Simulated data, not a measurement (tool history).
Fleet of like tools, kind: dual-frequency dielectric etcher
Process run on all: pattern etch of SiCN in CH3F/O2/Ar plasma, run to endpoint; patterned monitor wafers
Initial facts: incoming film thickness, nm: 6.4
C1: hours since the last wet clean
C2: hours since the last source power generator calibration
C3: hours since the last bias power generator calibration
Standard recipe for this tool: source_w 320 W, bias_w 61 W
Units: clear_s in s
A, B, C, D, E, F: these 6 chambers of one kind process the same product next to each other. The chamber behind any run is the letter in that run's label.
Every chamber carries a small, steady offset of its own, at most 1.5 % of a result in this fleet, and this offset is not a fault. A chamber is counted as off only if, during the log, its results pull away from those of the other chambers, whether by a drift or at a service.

{"run": "1C", "hour": 9.5, "source_w": 320, "bias_w": 61, "C1": 318.4, "C2": 1729.1, "C3": 1386.3, "clear_s": 19.86}
{"run": "2B", "hour": 17.8, "source_w": 320, "bias_w": 61, "C1": 285.4, "C2": 935.9, "C3": 1348.7, "clear_s": 19.95}
{"run": "3F", "hour": 27.0, "source_w": 320, "bias_w": 61, "C1": 199.4, "C2": 640.3, "C3": 3817.3, "clear_s": 19.492}
{"run": "4A", "hour": 40.2, "source_w": 320, "bias_w": 61, "C1": 302.3, "C2": 447.5, "C3": 322.1, "clear_s": 19.465}
{"run": "5D", "hour": 51.3, "source_w": 280, "bias_w": 54, "C1": 121.8, "C2": 537.7, "C3": 678.7, "clear_s": 21.577}
{"run": "6E", "hour": 65.1, "source_w": 280, "bias_w": 54, "C1": 80.2, "C2": 2119.4, "C3": 2206.8, "clear_s": 21.718}
{"run": "7B", "hour": 72.9, "source_w": 280, "bias_w": 54, "C1": 340.5, "C2": 991, "C3": 1403.8, "clear_s": 21.896}
{"run": "8A", "hour": 83.5, "source_w": 280, "bias_w": 54, "C1": 345.6, "C2": 490.8, "C3": 365.4, "clear_s": 21.614}
{"run": "9C", "hour": 92.2, "source_w": 280, "bias_w": 54, "C1": 401.1, "C2": 1811.8, "C3": 1469, "clear_s": 21.514}
{"run": "10F", "hour": 103.5, "source_w": 280, "bias_w": 54, "C1": 275.9, "C2": 716.8, "C3": 3893.8, "clear_s": 21.917}
{"run": "11D", "hour": 113.1, "source_w": 320, "bias_w": 71, "C1": 183.6, "C2": 599.5, "C3": 740.5, "clear_s": 18.735}
{"run": "12E", "hour": 119.8, "source_w": 320, "bias_w": 71, "C1": 134.9, "C2": 2174.1, "C3": 2261.5, "clear_s": 18.748}
{"run": "13D", "hour": 126.9, "source_w": 320, "bias_w": 71, "C1": 197.4, "C2": 613.3, "C3": 754.3, "clear_s": 18.809}
{"run": "14B", "hour": 136.4, "source_w": 320, "bias_w": 71, "C1": 404, "C2": 1054.5, "C3": 1467.3, "clear_s": 18.946}
{"run": "15A", "hour": 147.2, "source_w": 320, "bias_w": 71, "C1": 409.3, "C2": 554.5, "C3": 429.1, "clear_s": 18.674}
{"hour": 147.7, "done": "chamber C: wet clean of the chamber"}
{"run": "16E", "hour": 161.9, "source_w": 320, "bias_w": 71, "C1": 177, "C2": 2216.2, "C3": 2303.6, "clear_s": 18.751}
{"hour": 173.6, "done": "chamber E: source power generator calibrated"}
{"run": "17F", "hour": 175.2, "source_w": 320, "bias_w": 61, "C1": 347.6, "C2": 788.5, "C3": 3965.5, "clear_s": 19.734}
{"run": "18C", "hour": 186.9, "source_w": 320, "bias_w": 61, "C1": 39.2, "C2": 1906.5, "C3": 1563.7, "clear_s": 19.774}
{"run": "19F", "hour": 197.6, "source_w": 290, "bias_w": 61, "C1": 370, "C2": 810.9, "C3": 3987.9, "clear_s": 20.213}
{"run": "20C", "hour": 205.6, "source_w": 290, "bias_w": 61, "C1": 57.9, "C2": 1925.2, "C3": 1582.4, "clear_s": 20.356}
{"run": "21E", "hour": 219.2, "source_w": 290, "bias_w": 61, "C1": 234.3, "C2": 45.6, "C3": 2360.9, "clear_s": 20.596}
{"run": "22B", "hour": 229.5, "source_w": 290, "bias_w": 61, "C1": 497.1, "C2": 1147.6, "C3": 1560.4, "clear_s": 20.505}
{"hour": 240.5, "done": "chamber F: wet clean of the chamber"}
{"run": "23D", "hour": 241.6, "source_w": 290, "bias_w": 61, "C1": 312.1, "C2": 728, "C3": 869, "clear_s": 20.427}
{"hour": 244.1, "done": "chamber A: wet clean of the chamber"}
{"run": "24A", "hour": 250.1, "source_w": 290, "bias_w": 61, "C1": 6.1, "C2": 657.4, "C3": 532, "clear_s": 20.116}
{"run": "25F", "hour": 264.8, "source_w": 320, "bias_w": 61, "C1": 24.3, "C2": 878.1, "C3": 4055.1, "clear_s": 19.78}
{"run": "26D", "hour": 272.3, "source_w": 260, "bias_w": 61, "C1": 342.8, "C2": 758.7, "C3": 899.7, "clear_s": 21.546}
{"hour": 278.7, "done": "chamber D: wet clean of the chamber"}
{"hour": 283.1, "done": "chamber B: wet clean of the chamber"}
{"run": "27B", "hour": 285.1, "source_w": 260, "bias_w": 61, "C1": 2.1, "C2": 1203.2, "C3": 1616, "clear_s": 21.629}
{"run": "28C", "hour": 294.7, "source_w": 260, "bias_w": 61, "C1": 147, "C2": 2014.3, "C3": 1671.5, "clear_s": 21.286}
{"run": "29E", "hour": 301.3, "source_w": 260, "bias_w": 61, "C1": 316.4, "C2": 127.7, "C3": 2443, "clear_s": 21.623}
{"run": "30A", "hour": 314.7, "source_w": 260, "bias_w": 61, "C1": 70.7, "C2": 722, "C3": 596.6, "clear_s": 21.33}
{"run": "31F", "hour": 328.4, "source_w": 260, "bias_w": 61, "C1": 87.9, "C2": 941.7, "C3": 4118.7, "clear_s": 21.436}
{"run": "32C", "hour": 337.6, "source_w": 320, "bias_w": 52, "C1": 189.9, "C2": 2057.2, "C3": 1714.4, "clear_s": 20.805}
{"run": "33A", "hour": 347.4, "source_w": 320, "bias_w": 52, "C1": 103.4, "C2": 754.7, "C3": 629.3, "clear_s": 20.635}
{"run": "34E", "hour": 355.4, "source_w": 320, "bias_w": 52, "C1": 370.5, "C2": 181.8, "C3": 2497.1, "clear_s": 20.79}
{"run": "35B", "hour": 364.4, "source_w": 320, "bias_w": 52, "C1": 81.4, "C2": 1282.5, "C3": 1695.3, "clear_s": 21.001}
{"run": "36D", "hour": 376.5, "source_w": 320, "bias_w": 52, "C1": 97.9, "C2": 862.9, "C3": 1003.9, "clear_s": 20.7}
{"run": "37F", "hour": 388.5, "source_w": 320, "bias_w": 52, "C1": 148, "C2": 1001.8, "C3": 4178.8, "clear_s": 20.862}

One chamber off, gauge drift, or nothing amiss beyond the chambers' own small offsets? If it is a chamber, which one, and what is the likeliest cause?

No chamber is off and the gauge is stable; the differences are just each chamber's small, constant offset.

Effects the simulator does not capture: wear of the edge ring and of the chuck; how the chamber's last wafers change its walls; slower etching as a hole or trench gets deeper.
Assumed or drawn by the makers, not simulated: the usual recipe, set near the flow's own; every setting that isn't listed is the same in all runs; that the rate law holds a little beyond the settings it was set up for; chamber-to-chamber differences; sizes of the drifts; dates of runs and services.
